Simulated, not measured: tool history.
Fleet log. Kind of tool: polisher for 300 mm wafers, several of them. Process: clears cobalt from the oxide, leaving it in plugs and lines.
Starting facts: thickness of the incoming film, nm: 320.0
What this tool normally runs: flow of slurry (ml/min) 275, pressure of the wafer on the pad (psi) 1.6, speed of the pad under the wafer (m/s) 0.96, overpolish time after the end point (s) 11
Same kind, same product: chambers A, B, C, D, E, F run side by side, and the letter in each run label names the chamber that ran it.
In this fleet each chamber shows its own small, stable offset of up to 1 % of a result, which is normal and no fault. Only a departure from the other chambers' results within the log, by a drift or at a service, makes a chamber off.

run	hour	flow of slurry (ml/min)	pressure of the wafer on the pad (psi)	speed of the pad under the wafer (m/s)	overpolish time after the end point (s)	time until the end point was called (s)	dishing of a wide line in a test structure (angstrom)
1C	3.8	275	1.6	0.96	11	80.024	291.25
2A	7.6	275	1.6	0.96	11	80.068	297.65
3D	12.1	275	1.6	0.96	11	76.148	295.99
# hour 18.3: chamber F: slurry nozzle cleaned
4B	19.3	275	1.6	0.96	11	76.510	294.03
5F	25.2	275	1.6	0.96	11	78.326	288.04
# hour 25.6: chamber C: worn pad replaced by a new one
# hour 29.6: chamber A: worn pad replaced by a new one
6E	32.5	275	1.6	0.76	16	98.111	320.06
# hour 35.2: chamber D: slurry nozzle cleaned
7D	38.0	275	1.6	0.76	16	99.313	320.42
8A	45.4	275	1.6	0.76	16	96.078	322.10
9F	53.0	275	1.6	0.76	16	100.090	322.06
# hour 53.8: chamber B: worn pad replaced by a new one
# hour 54.9: chamber D: worn pad replaced by a new one
10C	57.0	275	1.6	0.76	16	100.600	309.44
# hour 65.1: chamber E: worn pad replaced by a new one
11B	65.1	275	1.6	0.76	16	97.124	319.74
# hour 65.8: chamber A: head pressure recalibrated
12E	70.2	275	1.6	0.96	11	77.103	306.34
13F	75.6	275	1.6	0.96	15	79.446	350.66
14D	82.8	275	1.6	0.96	15	74.821	341.27
15E	86.5	275	1.6	0.96	15	77.199	348.96
# hour 87.5: chamber A: worn pad replaced by a new one
16A	90.8	275	1.6	0.96	15	76.727	361.07
# hour 93.4: chamber C: head pressure recalibrated
17C	98.2	275	1.6	0.96	15	78.766	351.17
18B	104.2	275	1.6	0.96	15	77.819	356.63
19F	109.4	275	1.6	0.96	11	77.726	295.05
20A	116.8	275	1.6	0.96	11	79.347	301.55
21E	120.3	220	1.6	0.96	11	79.447	293.67
# hour 121.0: chamber B: head pressure recalibrated
# hour 127.2: chamber C: slurry nozzle cleaned
22C	127.4	220	1.6	0.96	11	76.358	288.46
23B	131.8	220	1.6	0.96	11	80.437	284.54
24D	139.8	220	1.6	0.96	11	77.090	293.86
# hour 141.4: chamber B: worn pad replaced by a new one
25E	143.4	220	1.6	0.96	11	79.844	291.10
# hour 143.9: chamber A: worn pad replaced by a new one
# hour 144.0: chamber D: worn pad replaced by a new one
26B	149.0	220	1.6	0.96	11	77.593	289.20
27A	152.8	275	1.6	0.96	11	80.143	299.26
# hour 156.5: chamber E: worn pad replaced by a new one
28C	156.9	275	1.6	0.96	11	78.454	294.20
# hour 163.6: chamber C: worn pad replaced by a new one
29D	163.6	275	2.1	0.96	8	58.641	292.69
30F	170.4	275	2.1	0.96	8	63.333	274.01
31D	174.9	275	2.1	0.96	8	58.406	282.05
# hour 175.1: chamber B: slurry nozzle cleaned
32E	179.3	275	2.1	0.96	8	59.637	272.07
# hour 182.6: chamber A: slurry nozzle cleaned
33A	184.7	275	2.1	0.96	8	61.136	285.97
34B	191.5	275	2.1	0.96	8	56.701	284.90
35C	199.5	275	1.3	0.96	11	96.727	260.94
36F	203.4	275	1.3	0.96	11	107.340	240.97
# hour 205.5: chamber A: worn pad replaced by a new one
37B	207.8	275	1.3	0.96	11	94.788	248.80
38A	215.5	275	1.3	0.96	11	97.438	252.84
39E	219.3	275	1.3	0.96	11	95.606	258.36

One chamber off, gauge drift, or nothing amiss beyond the chambers' own small offsets? If it is a chamber, which one, and what is the likeliest cause?

Chamber F drifts away from the others.
Likeliest cause: removal rate lost through wear of the pad, % = 9.84.
The log might look much the same if the cause were instead: head's pressure below its setpoint, %.

Here are 4 candidates for chamber F's next run, each the usual settings with a change, their results left as question marks. Which one brings its results back in line with what the others give on the usual settings?
To be in line, a result may differ from the other chambers' mean on the usual settings by at most: time until the end point was called (s) 4.300; dishing of a wide line in a test structure (angstrom) 17.00
40F-1	225.1	275	1.4	0.88	11	?	?
40F-2	225.1	275	1.7	1.00	11	?	?
40F-3	225.1	280	1.8	1.06	11	?	?
40F-4	225.1	275	1.5	0.92	11	?	?

The mean the other chambers reach with the usual settings: time until the end point was called (s) 77.811; dishing of a wide line in a test structure (angstrom) 294.43
run	time until the end point was called (s)	dishing of a wide line in a test structure (angstrom)
40F-1	107.780	236.69
40F-2	78.056	292.49
40F-3	69.423	313.34
40F-4	96.194	255.90
The right change is 40F-2: it brings the chamber back within the allowed miss of the others.
